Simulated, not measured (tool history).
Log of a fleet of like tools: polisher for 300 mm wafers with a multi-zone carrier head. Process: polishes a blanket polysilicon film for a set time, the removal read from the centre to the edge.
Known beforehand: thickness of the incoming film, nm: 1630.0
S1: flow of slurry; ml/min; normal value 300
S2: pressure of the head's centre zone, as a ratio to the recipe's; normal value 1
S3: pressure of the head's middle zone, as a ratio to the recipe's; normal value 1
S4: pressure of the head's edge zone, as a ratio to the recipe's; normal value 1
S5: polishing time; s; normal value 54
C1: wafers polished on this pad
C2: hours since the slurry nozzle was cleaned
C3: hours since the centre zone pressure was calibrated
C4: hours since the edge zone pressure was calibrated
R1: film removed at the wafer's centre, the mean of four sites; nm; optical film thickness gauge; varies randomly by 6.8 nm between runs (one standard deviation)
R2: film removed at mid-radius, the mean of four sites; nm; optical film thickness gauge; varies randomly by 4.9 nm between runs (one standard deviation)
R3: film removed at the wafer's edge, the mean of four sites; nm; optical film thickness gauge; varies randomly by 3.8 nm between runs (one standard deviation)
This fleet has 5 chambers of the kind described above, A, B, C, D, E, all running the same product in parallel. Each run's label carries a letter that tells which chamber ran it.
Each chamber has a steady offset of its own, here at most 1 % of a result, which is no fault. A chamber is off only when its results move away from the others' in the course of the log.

{"hour": 6.9, "done": "chamber E: worn pad replaced by a new one"}
{"run": "1A", "hour": 8.5, "S1": 300, "S2": 1, "S3": 1, "S4": 1, "S5": 54, "C1": 1403, "C2": 421.9, "C3": 454.1, "C4": 528.9, "R1": 499.2, "R2": 502.14, "R3": 499.38}
{"hour": 9.2, "done": "chamber A: worn pad replaced by a new one"}
{"hour": 14.0, "done": "chamber D: centre zone pressure recalibrated"}
{"run": "2D", "hour": 16.4, "S1": 300, "S2": 1, "S3": 1, "S4": 1, "S5": 54, "C1": 1092, "C2": 95.4, "C3": 2.5, "C4": 848.9, "R1": 502.8, "R2": 505.69, "R3": 507.81}
{"run": "3B", "hour": 30.2, "S1": 300, "S2": 1, "S3": 1, "S4": 1, "S5": 54, "C1": 900, "C2": 315.1, "C3": 270.6, "C4": 99.7, "R1": 484.35, "R2": 497.6, "R3": 500.2}
{"hour": 31.4, "done": "chamber D: worn pad replaced by a new one"}
{"run": "4C", "hour": 43.5, "S1": 300, "S2": 1, "S3": 1, "S4": 1, "S5": 54, "C1": 887, "C2": 497, "C3": 523.5, "C4": 327.3, "R1": 503.52, "R2": 494.79, "R3": 503.04}
{"hour": 53.1, "done": "chamber E: edge zone pressure recalibrated"}
{"run": "5E", "hour": 57.0, "S1": 300, "S2": 1, "S3": 1, "S4": 1, "S5": 54, "C1": 764, "C2": 441.3, "C3": 594.1, "C4": 3.9, "R1": 510.93, "R2": 498.93, "R3": 503.29}
{"run": "6C", "hour": 70.5, "S1": 300, "S2": 1, "S3": 1, "S4": 1, "S5": 54, "C1": 1298, "C2": 524, "C3": 550.5, "C4": 354.3, "R1": 508.73, "R2": 500.69, "R3": 504.42}
{"hour": 76.2, "done": "chamber C: worn pad replaced by a new one"}
{"run": "7B", "hour": 84.4, "S1": 300, "S2": 1, "S3": 1, "S4": 1, "S5": 54, "C1": 1726, "C2": 369.3, "C3": 324.8, "C4": 153.9, "R1": 511.62, "R2": 501.21, "R3": 499.55}
{"hour": 90.9, "done": "chamber E: worn pad replaced by a new one"}
{"hour": 91.7, "done": "chamber A: worn pad replaced by a new one"}
{"run": "8A", "hour": 96.8, "S1": 300, "S2": 1, "S3": 1, "S4": 1, "S5": 54, "C1": 78, "C2": 510.2, "C3": 542.4, "C4": 617.2, "R1": 491.62, "R2": 505.76, "R3": 501.06}
{"run": "9D", "hour": 108.3, "S1": 300, "S2": 1, "S3": 1, "S4": 1, "S5": 54, "C1": 1173, "C2": 187.3, "C3": 94.4, "C4": 940.8, "R1": 512.41, "R2": 502.89, "R3": 502.61}
{"hour": 115.8, "done": "chamber D: worn pad replaced by a new one"}
{"run": "10E", "hour": 123.9, "S1": 300, "S2": 1, "S3": 1, "S4": 1, "S5": 54, "C1": 504, "C2": 508.2, "C3": 661, "C4": 70.8, "R1": 498.66, "R2": 492.58, "R3": 498.01}
{"run": "11B", "hour": 132.3, "S1": 300, "S2": 0.92, "S3": 1, "S4": 1, "S5": 36, "C1": 2456, "C2": 417.2, "C3": 372.7, "C4": 201.8, "R1": 305.13, "R2": 335.83, "R3": 335.51}
{"hour": 142.4, "done": "chamber C: centre zone pressure recalibrated"}
{"run": "12D", "hour": 145.4, "S1": 300, "S2": 0.92, "S3": 1, "S4": 1, "S5": 36, "C1": 451, "C2": 224.4, "C3": 131.5, "C4": 977.9, "R1": 297.08, "R2": 336.61, "R3": 334.5}
{"hour": 155.8, "done": "chamber D: edge zone pressure recalibrated"}
{"run": "13A", "hour": 158.2, "S1": 300, "S2": 0.92, "S3": 1, "S4": 1, "S5": 36, "C1": 1014, "C2": 571.6, "C3": 603.8, "C4": 678.6, "R1": 305.71, "R2": 334.2, "R3": 332.29}
{"hour": 161.0, "done": "chamber C: worn pad replaced by a new one"}
{"hour": 167.1, "done": "chamber E: worn pad replaced by a new one"}
{"hour": 170.4, "done": "chamber A: worn pad replaced by a new one"}
{"run": "14C", "hour": 173.2, "S1": 300, "S2": 0.92, "S3": 1, "S4": 1, "S5": 36, "C1": 187, "C2": 626.7, "C3": 30.9, "C4": 457, "R1": 304.76, "R2": 333.24, "R3": 333.46}
{"hour": 180.4, "done": "chamber A: centre zone pressure recalibrated"}
{"run": "15E", "hour": 184.6, "S1": 300, "S2": 0.92, "S3": 1, "S4": 1, "S5": 36, "C1": 266, "C2": 568.9, "C3": 721.7, "C4": 131.5, "R1": 302.95, "R2": 334.11, "R3": 332.92}
{"hour": 195.0, "done": "chamber B: slurry nozzle cleaned"}
{"run": "16C", "hour": 198.6, "S1": 300, "S2": 1, "S3": 1, "S4": 1, "S5": 54, "C1": 574, "C2": 652.1, "C3": 56.3, "C4": 482.4, "R1": 510.34, "R2": 501.06, "R3": 503.66}
{"hour": 198.9, "done": "chamber A: slurry nozzle cleaned"}
{"hour": 205.0, "done": "chamber D: worn pad replaced by a new one"}
{"run": "17D", "hour": 213.0, "S1": 300, "S2": 1, "S3": 1, "S4": 1, "S5": 54, "C1": 122, "C2": 292, "C3": 199.1, "C4": 57.2, "R1": 500.33, "R2": 507.24, "R3": 510.25}
{"hour": 220.1, "done": "chamber A: edge zone pressure recalibrated"}
{"run": "18B", "hour": 227.6, "S1": 300, "S2": 1, "S3": 1, "S4": 1, "S5": 54, "C1": 3908, "C2": 32.6, "C3": 468, "C4": 297.1, "R1": 473.82, "R2": 488.56, "R3": 487.67}
{"hour": 230.7, "done": "chamber D: slurry nozzle cleaned"}
{"run": "19A", "hour": 241.9, "S1": 300, "S2": 1, "S3": 1, "S4": 1, "S5": 54, "C1": 1090, "C2": 43.1, "C3": 61.6, "C4": 21.9, "R1": 491.52, "R2": 503.38, "R3": 492.66}
{"hour": 243.1, "done": "chamber E: worn pad replaced by a new one"}
{"hour": 247.7, "done": "chamber C: worn pad replaced by a new one"}
{"run": "20E", "hour": 253.3, "S1": 300, "S2": 1, "S3": 1, "S4": 1, "S5": 54, "C1": 155, "C2": 637.6, "C3": 790.4, "C4": 200.2, "R1": 504.01, "R2": 497.15, "R3": 497.43}
{"run": "21B", "hour": 260.1, "S1": 300, "S2": 1, "S3": 1, "S4": 1, "S5": 54, "C1": 4404, "C2": 65.1, "C3": 500.5, "C4": 329.6, "R1": 484.46, "R2": 477.14, "R3": 475.57}
{"hour": 262.8, "done": "chamber A: worn pad replaced by a new one"}
{"run": "22D", "hour": 275.4, "S1": 300, "S2": 1, "S3": 1, "S4": 1, "S5": 54, "C1": 1073, "C2": 44.8, "C3": 261.5, "C4": 119.6, "R1": 504.6, "R2": 511.03, "R3": 509.04}
{"hour": 284.3, "done": "chamber C: edge zone pressure recalibrated"}
{"run": "23E", "hour": 290.7, "S1": 300, "S2": 1, "S3": 1, "S4": 1, "S5": 54, "C1": 726, "C2": 675, "C3": 827.8, "C4": 237.6, "R1": 490.62, "R2": 491.16, "R3": 507}
{"hour": 292.5, "done": "chamber D: worn pad replaced by a new one"}
{"run": "24A", "hour": 301.3, "S1": 300, "S2": 1, "S3": 1, "S4": 1.1, "S5": 54, "C1": 588, "C2": 102.5, "C3": 121, "C4": 81.3, "R1": 497.17, "R2": 504.76, "R3": 524.86}
{"run": "25C", "hour": 315.8, "S1": 300, "S2": 1, "S3": 1, "S4": 1.1, "S5": 54, "C1": 1038, "C2": 769.3, "C3": 173.5, "C4": 31.5, "R1": 506.44, "R2": 496.19, "R3": 524.71}
{"hour": 319.0, "done": "chamber E: worn pad replaced by a new one"}
{"hour": 319.5, "done": "chamber E: slurry nozzle cleaned"}
{"run": "26E", "hour": 326.8, "S1": 300, "S2": 1, "S3": 1, "S4": 1.1, "S5": 54, "C1": 120, "C2": 7.4, "C3": 863.9, "C4": 273.7, "R1": 490.51, "R2": 505.88, "R3": 525.56}
{"hour": 328.7, "done": "chamber B: centre zone pressure recalibrated"}
{"run": "27A", "hour": 339.5, "S1": 300, "S2": 1, "S3": 1, "S4": 1.1, "S5": 54, "C1": 1170, "C2": 140.7, "C3": 159.2, "C4": 119.5, "R1": 494.47, "R2": 503.17, "R3": 525.17}
{"hour": 351.1, "done": "chamber A: worn pad replaced by a new one"}
{"run": "28C", "hour": 352.0, "S1": 300, "S2": 1, "S3": 1, "S4": 1.1, "S5": 54, "C1": 1590, "C2": 805.5, "C3": 209.7, "C4": 67.7, "R1": 501.34, "R2": 503.32, "R3": 530.37}
{"hour": 352.4, "done": "chamber C: worn pad replaced by a new one"}
{"run": "29B", "hour": 360.1, "S1": 300, "S2": 1, "S3": 1, "S4": 1, "S5": 54, "C1": 5928, "C2": 165.1, "C3": 31.5, "C4": 429.6, "R1": 444.81, "R2": 456.21, "R3": 461.02}
{"run": "30D", "hour": 367.5, "S1": 300, "S2": 1, "S3": 1, "S4": 1, "S5": 54, "C1": 1143, "C2": 136.9, "C3": 353.6, "C4": 211.7, "R1": 510.39, "R2": 511.35, "R3": 508.08}
{"run": "31C", "hour": 382.5, "S1": 300, "S2": 1, "S3": 1, "S4": 1, "S5": 54, "C1": 459, "C2": 836, "C3": 240.2, "C4": 98.2, "R1": 503.74, "R2": 499.13, "R3": 503.37}
{"run": "32A", "hour": 390.3, "S1": 300, "S2": 1, "S3": 1, "S4": 1, "S5": 54, "C1": 597, "C2": 191.5, "C3": 210, "C4": 170.3, "R1": 489.12, "R2": 499.56, "R3": 504.36}
{"hour": 394.5, "done": "chamber E: edge zone pressure recalibrated"}
{"run": "33E", "hour": 401.3, "S1": 300, "S2": 1, "S3": 1, "S4": 1, "S5": 54, "C1": 1255, "C2": 81.9, "C3": 938.4, "C4": 6.8, "R1": 490.04, "R2": 503.84, "R3": 496.58}
{"run": "34B", "hour": 414.8, "S1": 300, "S2": 1, "S3": 1, "S4": 1, "S5": 54, "C1": 6762, "C2": 219.8, "C3": 86.2, "C4": 484.3, "R1": 453.84, "R2": 437.49, "R3": 450.67}

All 5 chambers run these settings next. Forecast each chamber's results:
{"run": "35A", "hour": 426.0, "S1": 300, "S2": 1.09, "S3": 1, "S4": 1, "S5": 54, "R1": "?", "R2": "?", "R3": "?"}
{"run": "35B", "hour": 426.0, "S1": 300, "S2": 1.09, "S3": 1, "S4": 1, "S5": 54, "R1": "?", "R2": "?", "R3": "?"}
{"run": "35C", "hour": 426.0, "S1": 300, "S2": 1.09, "S3": 1, "S4": 1, "S5": 54, "R1": "?", "R2": "?", "R3": "?"}
{"run": "35D", "hour": 426.0, "S1": 300, "S2": 1.09, "S3": 1, "S4": 1, "S5": 54, "R1": "?", "R2": "?", "R3": "?"}
{"run": "35E", "hour": 426.0, "S1": 300, "S2": 1.09, "S3": 1, "S4": 1, "S5": 54, "R1": "?", "R2": "?", "R3": "?"}

run=35A R1=545.39 R2=494.88 R3=497.91
run=35B R1=474.77 R2=436.28 R3=446.8
run=35C R1=567.03 R2=495.54 R3=501.37
run=35D R1=553.27 R2=509.72 R3=508.28
run=35E R1=541.57 R2=504.3 R3=504.95

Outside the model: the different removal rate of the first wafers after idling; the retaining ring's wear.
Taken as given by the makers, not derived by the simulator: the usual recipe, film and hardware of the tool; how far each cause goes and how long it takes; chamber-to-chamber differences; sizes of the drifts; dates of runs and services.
